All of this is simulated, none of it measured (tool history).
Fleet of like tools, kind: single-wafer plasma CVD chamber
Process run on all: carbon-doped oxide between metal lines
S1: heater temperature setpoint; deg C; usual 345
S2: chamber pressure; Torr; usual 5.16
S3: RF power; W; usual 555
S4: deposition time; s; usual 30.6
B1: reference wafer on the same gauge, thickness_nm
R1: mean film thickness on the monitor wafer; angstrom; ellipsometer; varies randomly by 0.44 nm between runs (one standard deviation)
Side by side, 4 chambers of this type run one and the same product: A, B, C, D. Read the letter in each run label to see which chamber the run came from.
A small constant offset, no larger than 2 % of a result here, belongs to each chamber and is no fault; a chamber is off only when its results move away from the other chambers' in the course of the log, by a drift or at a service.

| run | hour | S1 | S2 | S3 | S4 | B1 | R1 |
|---|---|---|---|---|---|---|---|
| 1D | 11.9 | 345 | 5.16 | 555 | 30.6 | 203.2 | 1704.1 |
| 2C | 24.7 | 345 | 5.16 | 555 | 30.6 | 202.89 | 1730.3 |
| 3A | 31.8 | 345 | 5.16 | 555 | 30.6 | 203 | 1710.9 |
| 4B | 45.1 | 345 | 5.16 | 555 | 30.6 | 202.88 | 1697.3 |
| 5C | 52.9 | 345 | 5.16 | 555 | 30.6 | 203 | 1729.7 |
| 6B | 65.8 | 345 | 5.16 | 555 | 30.6 | 202.96 | 1696.1 |
| 7A | 74.1 | 345 | 5.16 | 555 | 30.6 | 203.15 | 1710.6 |
| 8D | 87.2 | 345 | 5.16 | 555 | 30.6 | 202.91 | 1715 |
| 9B | 96.8 | 345 | 5.16 | 555 | 30.6 | 202.94 | 1700.2 |
| 10C | 103 | 345 | 5.16 | 555 | 30.6 | 202.96 | 1723 |
| 11A | 115.7 | 345 | 5.16 | 555 | 30.6 | 203.03 | 1707.5 |
| 12D | 123.5 | 345 | 5.16 | 555 | 30.6 | 202.99 | 1706.7 |
| 13C | 132.3 | 345 | 5.16 | 555 | 34.8 | 202.91 | 1964.5 |
| 14A | 140.2 | 345 | 5.16 | 555 | 34.8 | 203.01 | 1942.5 |
| 15D | 151.9 | 345 | 5.16 | 555 | 34.8 | 203.07 | 1932.2 |
| 16B | 159 | 345 | 5.16 | 555 | 34.8 | 203.07 | 1913.2 |
| 17A | 165.4 | 345 | 5.16 | 555 | 30.6 | 203.15 | 1709.2 |
| 18D | 173.5 | 345 | 5.16 | 555 | 30.6 | 203.03 | 1701.9 |
| 19C | 183.4 | 345 | 5.16 | 555 | 30.6 | 203.07 | 1724.4 |
| 20B | 196.3 | 345 | 5.16 | 555 | 30.6 | 202.95 | 1671.8 |
| 21B | 205.2 | 345 | 5.16 | 555 | 30.6 | 202.99 | 1668.1 |
| 22C | 217.3 | 345 | 5.16 | 555 | 30.6 | 203.01 | 1719.4 |
| 23D | 228.2 | 345 | 5.16 | 555 | 30.6 | 202.88 | 1704.2 |
| 24A | 238 | 345 | 5.16 | 555 | 30.6 | 202.91 | 1704.9 |
| 25C | 245.8 | 345 | 5.16 | 555 | 30.6 | 203.05 | 1729.7 |
| 26B | 258.8 | 345 | 5.16 | 555 | 30.6 | 202.91 | 1663.7 |
|  | 264.9 | chamber C: RF generator calibrated |
| 27D | 268.6 | 345 | 5.16 | 555 | 30.6 | 202.92 | 1699.9 |
| 28A | 278.3 | 345 | 5.16 | 555 | 30.6 | 203.02 | 1713.4 |
| 29A | 284.6 | 345 | 5.16 | 555 | 30.6 | 203 | 1707.4 |
|  | 286.4 | chamber B: thermocouple changed; heater temperature recalibrated |
| 30D | 294.7 | 345 | 5.16 | 555 | 30.6 | 202.95 | 1694.8 |
| 31B | 303.1 | 345 | 5.67 | 555 | 33.3 | 203.11 | 1816.6 |
| 32C | 314.7 | 345 | 5.67 | 555 | 33.3 | 202.89 | 1903 |
| 33D | 325.1 | 345 | 5.67 | 555 | 33.3 | 203.03 | 1866.9 |
| 34B | 332.3 | 345 | 5.67 | 555 | 33.3 | 203.1 | 1812.8 |

Next, all 4 chambers run the settings below, one line each with question marks for the results. What does each chamber give?
| 35A | 342.4 | 345 | 5.16 | 555 | 32.8 |  | ? |
| 35B | 342.4 | 345 | 5.16 | 555 | 32.8 |  | ? |
| 35C | 342.4 | 345 | 5.16 | 555 | 32.8 |  | ? |
| 35D | 342.4 | 345 | 5.16 | 555 | 32.8 |  | ? |

| run | R1 |
|---|---|
| 35A | 1834.6 |
| 35B | 1760.4 |
| 35C | 1851.4 |
| 35D | 1820.7 |

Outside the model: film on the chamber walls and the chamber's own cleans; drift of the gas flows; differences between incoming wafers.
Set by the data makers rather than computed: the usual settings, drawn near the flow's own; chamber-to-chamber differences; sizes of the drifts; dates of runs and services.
